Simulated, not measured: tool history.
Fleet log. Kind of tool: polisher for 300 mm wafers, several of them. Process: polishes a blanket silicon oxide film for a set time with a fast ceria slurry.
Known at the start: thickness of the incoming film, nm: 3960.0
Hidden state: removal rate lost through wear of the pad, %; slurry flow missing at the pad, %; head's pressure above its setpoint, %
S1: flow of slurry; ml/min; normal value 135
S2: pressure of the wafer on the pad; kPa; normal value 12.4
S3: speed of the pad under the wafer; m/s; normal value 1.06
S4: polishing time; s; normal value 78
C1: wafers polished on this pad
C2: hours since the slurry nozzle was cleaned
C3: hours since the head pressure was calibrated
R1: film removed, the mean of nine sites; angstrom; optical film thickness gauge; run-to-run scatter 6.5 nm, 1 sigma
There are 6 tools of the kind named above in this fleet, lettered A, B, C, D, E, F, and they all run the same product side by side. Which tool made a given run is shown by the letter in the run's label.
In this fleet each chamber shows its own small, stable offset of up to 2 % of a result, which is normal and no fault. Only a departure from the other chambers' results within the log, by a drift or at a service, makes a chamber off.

At hour 0.1: chamber E: head pressure recalibrated.
Run 1C, hour 8.4: usual settings; C1 356; C2 148.8; C3 258.5. Result: R1 9503.1 angstrom.
Run 2E, hour 17.5: usual settings; C1 465; C2 231.8; C3 17.5. Result: R1 9358.5 angstrom.
At hour 18.4: chamber D: slurry nozzle cleaned.
At hour 26.2: chamber D: worn pad replaced by a new one.
Run 3F, hour 27.7: usual settings; C1 879; C2 250.7; C3 820.8. Result: R1 9363.0 angstrom.
Run 4A, hour 34.3: usual settings; C1 577; C2 129.4; C3 576.3. Result: R1 9417.9 angstrom.
At hour 36.1: chamber C: worn pad replaced by a new one.
At hour 40.0: chamber E: worn pad replaced by a new one.
Run 5B, hour 41.8: usual settings; C1 1368; C2 108.2; C3 364.1. Result: R1 9281.1 angstrom.
Run 6D, hour 50.9: usual settings; C1 169; C2 32.6; C3 163.1. Result: R1 9151.5 angstrom.
At hour 58.9: chamber C: head pressure recalibrated.
Run 7B, hour 60.8: usual settings; C1 1499; C2 127.2; C3 383.1. Result: R1 9426.5 angstrom.
At hour 65.2: chamber B: worn pad replaced by a new one.
Run 8A, hour 72.5: usual settings but S3 1.26 m/s; C1 839; C2 167.6; C3 614.5. Result: R1 11273.0 angstrom.
At hour 72.9: chamber A: worn pad replaced by a new one.
At hour 74.3: chamber B: head pressure recalibrated.
Run 9F, hour 84.0: usual settings but S3 1.26 m/s; C1 1265; C2 307.0; C3 877.1. Result: R1 11237.0 angstrom.
Run 10E, hour 89.6: usual settings but S3 1.26 m/s; C1 340; C2 303.9; C3 89.6. Result: R1 11191.0 angstrom.
Run 11C, hour 101.3: usual settings but S3 1.26 m/s; C1 446; C2 241.7; C3 42.4. Result: R1 11081.0 angstrom.
Run 12D, hour 113.0: usual settings but S3 1.26 m/s; C1 595; C2 94.7; C3 225.2. Result: R1 10943.0 angstrom.
At hour 118.3: chamber F: worn pad replaced by a new one.
Run 13F, hour 118.7: usual settings but S3 1.26 m/s; C1 3; C2 341.7; C3 911.8. Result: R1 11182.0 angstrom.
At hour 119.0: chamber C: worn pad replaced by a new one.
At hour 125.0: chamber E: worn pad replaced by a new one.
Run 14D, hour 127.1: usual settings; C1 691; C2 108.8; C3 239.3. Result: R1 9183.9 angstrom.
Run 15B, hour 134.7: usual settings; C1 476; C2 201.1; C3 60.5. Result: R1 9401.7 angstrom.
Run 16A, hour 143.5: usual settings; C1 484; C2 238.6; C3 685.5. Result: R1 9421.1 angstrom.
Run 17C, hour 153.8: usual settings; C1 239; C2 294.2; C3 94.9. Result: R1 9492.0 angstrom.
At hour 155.5: chamber E: slurry nozzle cleaned.
Run 18E, hour 162.6: usual settings but S2 9.0 kPa; C1 257; C2 7.2; C3 162.6. Result: R1 6732.9 angstrom.
At hour 168.6: chamber D: worn pad replaced by a new one.
Run 19F, hour 170.5: usual settings but S2 9.0 kPa; C1 358; C2 393.5; C3 963.6. Result: R1 6798.1 angstrom.
Run 20C, hour 181.5: usual settings but S2 9.0 kPa; C1 429; C2 321.9; C3 122.6. Result: R1 6792.6 angstrom.
Run 21A, hour 187.2: usual settings but S2 9.0 kPa; C1 783; C2 282.3; C3 729.2. Result: R1 6887.9 angstrom.
At hour 193.5: chamber A: slurry nozzle cleaned.
At hour 193.9: chamber A: worn pad replaced by a new one.
Run 22B, hour 195.1: usual settings but S2 9.0 kPa; C1 890; C2 261.5; C3 120.9. Result: R1 6754.0 angstrom.
Run 23D, hour 205.7: usual settings but S2 9.0 kPa; C1 254; C2 187.4; C3 317.9. Result: R1 6637.4 angstrom.
Run 24E, hour 212.6: usual settings; C1 600; C2 57.2; C3 212.6. Result: R1 9331.2 angstrom.
At hour 212.8: chamber C: worn pad replaced by a new one.
At hour 218.0: chamber E: worn pad replaced by a new one.
Run 25F, hour 219.7: usual settings; C1 695; C2 442.7; C3 1012.8. Result: R1 9390.6 angstrom.
Run 26D, hour 225.6: usual settings; C1 391; C2 207.3; C3 337.8. Result: R1 9187.9 angstrom.
Run 27C, hour 232.8: usual settings; C1 137; C2 373.2; C3 173.9. Result: R1 9403.7 angstrom.
At hour 235.5: chamber D: head pressure recalibrated.
Run 28B, hour 242.2: usual settings; C1 1213; C2 308.6; C3 168.0. Result: R1 9407.7 angstrom.
Run 29E, hour 252.1: usual settings; C1 234; C2 96.7; C3 252.1. Result: R1 9192.3 angstrom.
At hour 258.0: chamber F: slurry nozzle cleaned.
At hour 261.8: chamber B: worn pad replaced by a new one.
Run 30A, hour 263.1: usual settings but S2 10.3 kPa; C1 474; C2 69.7; C3 805.1. Result: R1 7817.9 angstrom.
Run 31A, hour 273.5: usual settings but S2 10.3 kPa; C1 546; C2 80.1; C3 815.5. Result: R1 7903.4 angstrom.
Run 32B, hour 285.5: usual settings but S2 10.3 kPa; C1 163; C2 351.9; C3 211.3. Result: R1 7805.6 angstrom.
At hour 286.6: chamber D: worn pad replaced by a new one.
Run 33D, hour 292.0: usual settings but S2 10.3 kPa; C1 37; C2 273.7; C3 56.5. Result: R1 7669.1 angstrom.
Run 34E, hour 301.3: usual settings but S2 10.3 kPa; C1 571; C2 145.9; C3 301.3. Result: R1 7824.1 angstrom.
At hour 301.5: chamber E: worn pad replaced by a new one.
At hour 302.1: chamber C: worn pad replaced by a new one.
At hour 302.1: chamber A: worn pad replaced by a new one.
Run 35F, hour 310.5: usual settings but S2 10.3 kPa; C1 1317; C2 52.6; C3 1103.6. Result: R1 7827.5 angstrom.
Run 36C, hour 318.0: usual settings; C1 109; C2 458.4; C3 259.1. Result: R1 9367.9 angstrom.
Run 37F, hour 323.5: usual settings; C1 1407; C2 65.6; C3 1116.6. Result: R1 9326.4 angstrom.
At hour 326.9: chamber C: head pressure recalibrated.
Run 38C, hour 333.8: usual settings; C1 217; C2 474.2; C3 6.9. Result: R1 9423.4 angstrom.
At hour 341.1: chamber A: head pressure recalibrated.
Run 39D, hour 343.0: usual settings; C1 386; C2 324.7; C3 107.5. Result: R1 9209.7 angstrom.
Run 40B, hour 348.2: usual settings; C1 592; C2 414.6; C3 274.0. Result: R1 9383.3 angstrom.
Run 41A, hour 358.4: usual settings; C1 385; C2 165.0; C3 17.3. Result: R1 9461.4 angstrom.
Run 42E, hour 367.6: usual settings but S2 11.0 kPa; C1 453; C2 212.2; C3 367.6. Result: R1 8247.6 angstrom.
Run 43E, hour 373.6: usual settings but S2 11.0 kPa; C1 494; C2 218.2; C3 373.6. Result: R1 8407.5 angstrom.
Run 44A, hour 384.1: usual settings but S2 11.0 kPa; C1 562; C2 190.7; C3 43.0. Result: R1 8326.1 angstrom.

Predict what each chamber gives when all 6 of them run the settings below next.
Run 45A, hour 392.7: usual settings. Result: R1 ?.
Run 45B, hour 392.7: usual settings. Result: R1 ?.
Run 45C, hour 392.7: usual settings. Result: R1 ?.
Run 45D, hour 392.7: usual settings. Result: R1 ?.
Run 45E, hour 392.7: usual settings. Result: R1 ?.
Run 45F, hour 392.7: usual settings. Result: R1 ?.

run      R1
45A  9323.6
45B  9437.3
45C  9443.8
45D  9271.6
45E  9306.0
45F  9332.8
